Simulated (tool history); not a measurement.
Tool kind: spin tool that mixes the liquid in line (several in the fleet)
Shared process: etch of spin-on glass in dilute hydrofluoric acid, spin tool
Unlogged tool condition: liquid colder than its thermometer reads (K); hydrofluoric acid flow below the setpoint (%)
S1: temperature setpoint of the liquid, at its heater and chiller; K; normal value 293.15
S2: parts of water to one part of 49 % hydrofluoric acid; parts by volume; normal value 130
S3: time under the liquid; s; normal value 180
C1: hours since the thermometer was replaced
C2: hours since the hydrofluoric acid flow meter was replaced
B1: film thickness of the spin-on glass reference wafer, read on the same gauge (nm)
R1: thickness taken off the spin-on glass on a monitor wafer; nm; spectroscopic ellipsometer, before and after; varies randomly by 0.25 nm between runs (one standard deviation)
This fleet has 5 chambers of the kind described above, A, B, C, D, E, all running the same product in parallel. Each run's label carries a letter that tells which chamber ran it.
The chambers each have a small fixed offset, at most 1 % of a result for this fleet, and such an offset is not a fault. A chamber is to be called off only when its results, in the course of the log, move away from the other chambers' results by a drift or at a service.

| run | day | S1 | S2 | S3 | C1 | C2 | B1 | R1 |
|---|---|---|---|---|---|---|---|---|
| 1A | 0.192 | 293.15 | 130 | 180 | 2295.5 | 151.3 | 50.003 | 35.867 |
| 2D | 0.438 | 293.15 | 130 | 180 | 435.5 | 755.5 | 50 | 36.105 |
| 3B | 0.633 | 293.15 | 130 | 180 | 469.7 | 26.5 | 49.958 | 36.135 |
| 4C | 0.842 | 293.15 | 130 | 180 | 865 | 101.4 | 50.016 | 35.494 |
| 5E | 1.1 | 290.65 | 180 | 180 | 421.9 | 653 | 49.984 | 22.059 |
| 6A | 1.283 | 290.65 | 180 | 180 | 2321.7 | 177.5 | 49.957 | 22.277 |
| 7D | 1.454 | 290.65 | 180 | 180 | 459.9 | 779.9 | 49.978 | 22.357 |
| 8B | 1.667 | 290.65 | 180 | 180 | 494.5 | 51.3 | 49.949 | 22.074 |
| 9C | 1.892 | 290.65 | 180 | 180 | 890.2 | 126.6 | 50.017 | 22.295 |
| 10E | 2.158 | 290.15 | 130 | 90 | 447.3 | 678.4 | 50.023 | 16.109 |
| 11A | 2.383 | 290.15 | 130 | 90 | 2348.1 | 203.9 | 50.001 | 15.914 |
| 12E | 2.583 | 290.15 | 130 | 90 | 457.5 | 688.6 | 50.022 | 16.015 |
| 13B | 2.875 | 290.15 | 130 | 90 | 523.5 | 80.3 | 50.006 | 15.855 |
| 14D | 3.029 | 290.15 | 130 | 90 | 497.7 | 817.7 | 49.982 | 15.954 |
| 15C | 3.325 | 293.15 | 130 | 180 | 924.6 | 161 | 50.022 | 36.047 |
| 16D | 3.629 | 293.15 | 130 | 180 | 512.1 | 832.1 | 50.037 | 35.613 |
| 17B | 3.879 | 293.15 | 130 | 95 | 547.6 | 104.4 | 49.994 | 18.902 |
| 18C | 4.129 | 293.15 | 130 | 95 | 943.9 | 180.3 | 49.976 | 18.91 |
| 19E | 4.358 | 293.15 | 130 | 95 | 500.1 | 731.2 | 49.966 | 19.2 |
| 20A | 4.567 | 293.15 | 130 | 95 | 2400.5 | 256.3 | 49.993 | 19.169 |
| 21E | 4.871 | 293.15 | 130 | 95 | 512.4 | 743.5 | 49.965 | 18.992 |
| 22D | 5.029 | 293.15 | 130 | 125 | 545.7 | 865.7 | 50.009 | 24.292 |
| 23C | 5.275 | 293.15 | 130 | 125 | 971.4 | 207.8 | 50.038 | 24.848 |
| 24A | 5.458 | 293.15 | 130 | 125 | 2421.9 | 277.7 | 50.027 | 24.98 |
| 25B | 5.658 | 293.15 | 130 | 125 | 590.3 | 147.1 | 50.041 | 25.076 |
| 26B | 5.975 | 293.15 | 130 | 125 | 597.9 | 154.7 | 49.986 | 24.763 |
| 27D | 6.275 | 293.15 | 130 | 180 | 575.6 | 895.6 | 49.992 | 34.948 |
| 28C | 6.558 | 293.15 | 130 | 180 | 1002.2 | 238.6 | 49.943 | 35.389 |
| 29A | 6.804 | 293.15 | 130 | 180 | 2454.2 | 310 | 49.949 | 36.255 |
| 30E | 7.033 | 293.15 | 130 | 180 | 564.3 | 795.4 | 50.064 | 35.689 |
|  | 7.158 | chamber B: thermometer replaced |
| 31B | 7.246 | 293.15 | 130 | 180 | 2.2 | 185.2 | 49.997 | 36.124 |
| 32E | 7.562 | 293.15 | 130 | 180 | 577 | 808.1 | 49.983 | 35.814 |
| 33A | 7.892 | 293.15 | 130 | 180 | 2480.3 | 336.1 | 49.98 | 35.817 |
| 34C | 8.188 | 293.15 | 130 | 180 | 1041.3 | 277.7 | 50.033 | 35.644 |
| 35D | 8.458 | 293.15 | 130 | 180 | 628 | 948 | 50.043 | 33.755 |
| 36D | 8.675 | 293.15 | 130 | 180 | 633.2 | 953.2 | 50 | 33.805 |
| 37B | 8.95 | 293.15 | 130 | 180 | 43.1 | 226.1 | 50.013 | 36.436 |
| 38A | 9.117 | 293.15 | 130 | 180 | 2509.7 | 365.5 | 50.017 | 36.095 |
| 39E | 9.429 | 293.15 | 130 | 180 | 621.8 | 852.9 | 49.944 | 36.572 |
| 40C | 9.588 | 293.15 | 130 | 180 | 1074.9 | 311.3 | 50.007 | 35.975 |

Which is it: a chamber that has drifted or been left off by a service, a gauge drift common to all chambers, or only each chamber's usual small offset? If a chamber is off, name it and its likeliest cause.

One chamber, D, drifts off from the rest bit by bit.
What lies behind it: liquid colder than its thermometer reads (K) = 1.94.
The log may not separate it from: hydrofluoric acid flow below the setpoint (%).

Here are 4 candidates for chamber D's next run, each the usual settings with a change, their results left as question marks. Which one brings its results back in line with what the others give on the usual settings?
A result is in line if it is within this distance of the other chambers' mean on the usual settings: R1 0.88 nm
| 41D-1 | 9.821 | 293.15 | 125 | 185 |  |  |  | ? |
| 41D-2 | 9.821 | 293.15 | 135 | 175 |  |  |  | ? |
| 41D-3 | 9.821 | 296.15 | 130 | 180 |  |  |  | ? |
| 41D-4 | 9.821 | 293.15 | 145 | 180 |  |  |  | ? |

The other chambers' mean on the usual settings: R1 35.942 nm
| run | R1 |
|---|---|
| 41D-1 | 35.82 |
| 41D-2 | 31.057 |
| 41D-3 | 37.702 |
| 41D-4 | 29.445 |
The answer is 41D-1, which returns the chamber to within the allowed miss of the others.
